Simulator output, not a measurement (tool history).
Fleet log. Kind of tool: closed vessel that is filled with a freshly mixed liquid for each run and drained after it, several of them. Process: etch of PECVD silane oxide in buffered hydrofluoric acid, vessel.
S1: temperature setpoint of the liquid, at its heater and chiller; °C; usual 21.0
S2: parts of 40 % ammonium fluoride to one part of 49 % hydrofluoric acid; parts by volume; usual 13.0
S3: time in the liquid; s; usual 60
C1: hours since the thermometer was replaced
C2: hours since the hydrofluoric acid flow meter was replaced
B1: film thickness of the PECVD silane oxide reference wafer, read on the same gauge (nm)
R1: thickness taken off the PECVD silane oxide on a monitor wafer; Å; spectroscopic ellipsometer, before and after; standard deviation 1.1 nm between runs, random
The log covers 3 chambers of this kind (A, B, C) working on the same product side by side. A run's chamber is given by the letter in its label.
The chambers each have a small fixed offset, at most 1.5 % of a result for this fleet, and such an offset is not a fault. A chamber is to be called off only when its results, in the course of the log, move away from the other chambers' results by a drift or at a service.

run,hour,S1,S2,S3,C1,C2,B1,R1
1C,9.8,21.0,13.0,60,250.4,1406.4,50.024,1639.0
2A,18.1,21.0,13.0,60,888.1,732.0,49.964,1652.6
3B,28.6,21.0,13.0,60,169.0,1044.3,50.004,1641.1
4A,34.2,21.0,13.0,60,904.2,748.1,49.969,1652.5
5C,44.6,21.0,13.0,60,285.2,1441.2,50.000,1640.7
6B,55.3,21.0,13.0,60,195.7,1071.0,49.974,1638.5
7A,65.6,21.0,13.0,60,935.6,779.5,49.991,1644.1
8C,75.2,24.5,17.0,60,315.8,1471.8,49.992,1533.7
9B,80.8,24.5,17.0,60,221.2,1096.5,50.011,1513.7
10B,86.5,24.5,17.0,60,226.9,1102.2,49.983,1506.3
11C,95.0,21.0,13.0,60,335.6,1491.6,50.019,1620.8
12A,103.3,21.0,13.0,60,973.3,817.2,50.000,1667.8
13B,111.0,21.0,13.0,60,251.4,1126.7,50.010,1609.3
14A,117.2,21.0,13.0,60,987.2,831.1,50.022,1631.7
15C,128.4,21.0,13.0,60,369.0,1525.0,49.960,1640.2
16A,138.9,21.0,13.0,60,1008.9,852.8,49.968,1638.6
17C,147.6,21.0,13.0,60,388.2,1544.2,49.988,1641.2
18B,155.5,18.0,15.5,60,295.9,1171.2,50.006,1118.3
19A,166.5,18.0,15.5,60,1036.5,880.4,49.980,1174.6
20C,173.9,18.0,15.5,60,414.5,1570.5,50.018,1157.3
21B,183.0,21.0,13.0,60,323.4,1198.7,50.039,1557.9
22B,188.1,21.0,13.0,90,328.5,1203.8,50.022,2334.9
23C,198.1,21.0,13.0,90,438.7,1594.7,50.037,2461.3
24A,207.3,21.0,13.0,90,1077.3,921.2,50.022,2465.3
25A,214.1,21.0,13.0,60,1084.1,928.0,50.013,1624.5
26C,224.7,21.0,13.0,60,465.3,1621.3,50.008,1646.4
27B,234.2,21.0,13.0,60,374.6,1249.9,49.976,1541.1
28B,239.8,21.0,13.0,60,380.2,1255.5,49.986,1514.4
29C,244.7,21.0,13.0,60,485.3,1641.3,50.001,1640.1
30A,252.3,21.0,13.0,60,1122.3,966.2,50.028,1637.0
31A,257.8,21.0,13.0,60,1127.8,971.7,49.966,1650.3
32B,268.5,21.0,13.0,60,408.9,1284.2,50.038,1500.2
33C,274.3,21.0,13.0,60,514.9,1670.9,49.998,1618.2
34C,280.5,21.0,13.0,60,521.1,1677.1,50.021,1625.8
35A,289.2,21.0,13.0,60,1159.2,1003.1,50.026,1626.3

For the next run the whole fleet of 3 chambers uses the same settings. Give each chamber's results:
36A,297.5,21.0,13.0,40,,,,?
36B,297.5,21.0,13.0,40,,,,?
36C,297.5,21.0,13.0,40,,,,?

run,R1
36A,1096.0
36B,1008.9
36C,1099.9
